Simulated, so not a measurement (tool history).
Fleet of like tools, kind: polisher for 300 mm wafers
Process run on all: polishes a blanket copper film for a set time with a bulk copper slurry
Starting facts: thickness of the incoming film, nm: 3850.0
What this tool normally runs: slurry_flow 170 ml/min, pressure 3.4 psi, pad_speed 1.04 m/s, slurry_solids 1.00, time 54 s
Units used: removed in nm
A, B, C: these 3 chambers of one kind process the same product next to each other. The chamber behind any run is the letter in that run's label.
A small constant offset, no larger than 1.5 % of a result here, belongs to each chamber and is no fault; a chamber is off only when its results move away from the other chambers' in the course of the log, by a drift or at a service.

{"hour": 2.3, "done": "chamber A: worn pad replaced by a new one"}
{"run": "1C", "hour": 6.6, "slurry_flow": 170, "pressure": 3.4, "pad_speed": 1.04, "slurry_solids": 1.0, "time": 54, "removed": 544.67}
{"hour": 15.5, "done": "chamber A: head pressure recalibrated"}
{"run": "2B", "hour": 17.6, "slurry_flow": 170, "pressure": 3.4, "pad_speed": 1.04, "slurry_solids": 1.0, "time": 54, "removed": 544.18}
{"run": "3A", "hour": 28.4, "slurry_flow": 170, "pressure": 3.4, "pad_speed": 1.04, "slurry_solids": 1.0, "time": 54, "removed": 549.34}
{"hour": 30.6, "done": "chamber C: worn pad replaced by a new one"}
{"run": "4B", "hour": 39.3, "slurry_flow": 170, "pressure": 3.4, "pad_speed": 1.04, "slurry_solids": 1.0, "time": 54, "removed": 537.91}
{"hour": 41.5, "done": "chamber A: slurry blender recalibrated"}
{"run": "5C", "hour": 47.3, "slurry_flow": 170, "pressure": 3.4, "pad_speed": 1.04, "slurry_solids": 1.0, "time": 54, "removed": 543.84}
{"run": "6A", "hour": 54.1, "slurry_flow": 170, "pressure": 3.4, "pad_speed": 1.04, "slurry_solids": 1.0, "time": 54, "removed": 543.1}
{"run": "7C", "hour": 61.1, "slurry_flow": 170, "pressure": 3.4, "pad_speed": 1.04, "slurry_solids": 1.0, "time": 54, "removed": 543.68}
{"run": "8B", "hour": 72.4, "slurry_flow": 170, "pressure": 3.4, "pad_speed": 1.04, "slurry_solids": 1.0, "time": 54, "removed": 539.72}
{"hour": 74.3, "done": "chamber B: slurry blender recalibrated"}
{"run": "9A", "hour": 83.3, "slurry_flow": 170, "pressure": 3.4, "pad_speed": 1.04, "slurry_solids": 1.0, "time": 54, "removed": 538.1}
{"hour": 87.1, "done": "chamber C: slurry blender recalibrated"}
{"run": "10C", "hour": 94.0, "slurry_flow": 170, "pressure": 3.4, "pad_speed": 1.04, "slurry_solids": 1.0, "time": 54, "removed": 558.94}
{"run": "11B", "hour": 100.6, "slurry_flow": 170, "pressure": 3.4, "pad_speed": 1.04, "slurry_solids": 1.0, "time": 54, "removed": 541.9}
{"run": "12A", "hour": 106.8, "slurry_flow": 170, "pressure": 3.4, "pad_speed": 1.04, "slurry_solids": 1.0, "time": 54, "removed": 537.07}
{"run": "13A", "hour": 117.1, "slurry_flow": 170, "pressure": 3.4, "pad_speed": 1.04, "slurry_solids": 1.0, "time": 54, "removed": 533.58}
{"hour": 117.3, "done": "chamber A: worn pad replaced by a new one"}
{"run": "14B", "hour": 123.9, "slurry_flow": 170, "pressure": 3.4, "pad_speed": 1.04, "slurry_solids": 1.0, "time": 54, "removed": 544.38}
{"hour": 132.2, "done": "chamber B: worn pad replaced by a new one"}
{"run": "15C", "hour": 134.1, "slurry_flow": 170, "pressure": 3.4, "pad_speed": 1.04, "slurry_solids": 1.0, "time": 54, "removed": 570.17}
{"run": "16C", "hour": 140.4, "slurry_flow": 170, "pressure": 3.4, "pad_speed": 1.04, "slurry_solids": 1.0, "time": 54, "removed": 574.95}
{"run": "17A", "hour": 147.7, "slurry_flow": 170, "pressure": 3.4, "pad_speed": 1.04, "slurry_solids": 1.0, "time": 54, "removed": 531.69}
{"run": "18B", "hour": 158.1, "slurry_flow": 170, "pressure": 3.4, "pad_speed": 1.04, "slurry_solids": 1.0, "time": 54, "removed": 547.56}
{"run": "19A", "hour": 167.3, "slurry_flow": 170, "pressure": 3.4, "pad_speed": 1.24, "slurry_solids": 1.25, "time": 54, "removed": 678.79}
{"run": "20B", "hour": 176.6, "slurry_flow": 170, "pressure": 3.4, "pad_speed": 1.24, "slurry_solids": 1.25, "time": 54, "removed": 679.92}

Each of the 3 chambers runs these same settings next. Fill in every chamber's results:
{"run": "21A", "hour": 185.2, "slurry_flow": 195, "pressure": 3.4, "pad_speed": 1.04, "slurry_solids": 1.0, "time": 54, "removed": "?"}
{"run": "21B", "hour": 185.2, "slurry_flow": 195, "pressure": 3.4, "pad_speed": 1.04, "slurry_solids": 1.0, "time": 54, "removed": "?"}
{"run": "21C", "hour": 185.2, "slurry_flow": 195, "pressure": 3.4, "pad_speed": 1.04, "slurry_solids": 1.0, "time": 54, "removed": "?"}

run=21A removed=551.53
run=21B removed=547.78
run=21C removed=602.80
